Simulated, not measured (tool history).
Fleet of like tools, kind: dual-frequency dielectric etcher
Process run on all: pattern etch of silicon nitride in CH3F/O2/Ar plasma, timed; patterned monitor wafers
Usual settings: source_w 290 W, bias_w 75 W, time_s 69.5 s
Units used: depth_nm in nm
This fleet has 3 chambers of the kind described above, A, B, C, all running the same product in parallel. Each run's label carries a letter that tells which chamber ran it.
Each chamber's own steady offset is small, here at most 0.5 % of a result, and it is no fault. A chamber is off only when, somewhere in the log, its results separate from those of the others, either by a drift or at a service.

run,day,source_w,bias_w,time_s,"read-back reference wafer on the same gauge, depth_nm",depth_nm
1A,0.212,290,75,69.5,39.161,43.902
2B,0.396,290,75,69.5,39.204,43.565
3C,0.654,290,75,69.5,39.156,44.169
4A,0.792,290,75,69.5,39.175,43.771
5B,1.075,290,75,69.5,39.193,43.795
6C,1.383,290,75,69.5,39.196,43.731
7C,1.621,290,75,69.5,39.212,43.618
8A,1.758,290,75,69.5,39.173,43.590
9B,2.046,290,75,69.5,39.200,43.795
10A,2.196,290,58,69.5,39.212,39.847
11C,2.379,290,58,69.5,39.171,40.210
12B,2.642,290,58,69.5,39.201,40.129
13C,2.812,290,75,69.5,39.156,43.630
14A,3.042,290,75,69.5,39.216,43.273
15B,3.321,290,75,69.5,39.177,44.159
16B,3.488,290,75,69.5,39.173,44.216
17A,3.675,290,75,69.5,39.210,43.823
18C,3.829,290,75,69.5,39.217,43.647
19A,4.088,290,75,69.5,39.223,43.584
20C,4.346,290,75,69.5,39.260,43.353
21B,4.654,290,75,69.5,39.189,44.833
22C,4.792,290,75,69.5,39.211,43.579
23A,4.946,290,75,69.5,39.209,43.710
24B,5.096,290,75,53.0,39.167,34.498
25A,5.292,290,75,53.0,39.172,33.270
26B,5.429,290,75,53.0,39.239,34.361
27C,5.612,290,75,69.5,39.214,43.820

What goes on in this fleet: one chamber off, a drifting gauge, or nothing beyond the chambers' own small offsets? Name the chamber and the cause, if any.

It is chamber B that slowly wanders off from its peers.
What lies behind it: etch rate over this chamber's usual, % = 3.24.

Below are 4 candidate recipes for chamber B's next run, each the usual settings with a change, their results shown as question marks. Which of them brings B's results back in line with what the other chambers give on the usual settings?
To be in line, a result may differ from the other chambers' mean on the usual settings by at most: depth_nm 0.680 nm
28B-1,5.838,290,74,67.5,,?
28B-2,5.838,290,76,71.5,,?
28B-3,5.838,290,74,69.5,,?
28B-4,5.838,290,75,70.0,,?

The other chambers' mean on the usual settings: depth_nm 43.651 nm
run,depth_nm
28B-1,43.743
28B-2,46.782
28B-3,45.039
28B-4,45.582
28B-1 is the one that brings the chamber's results back in line with the other chambers.

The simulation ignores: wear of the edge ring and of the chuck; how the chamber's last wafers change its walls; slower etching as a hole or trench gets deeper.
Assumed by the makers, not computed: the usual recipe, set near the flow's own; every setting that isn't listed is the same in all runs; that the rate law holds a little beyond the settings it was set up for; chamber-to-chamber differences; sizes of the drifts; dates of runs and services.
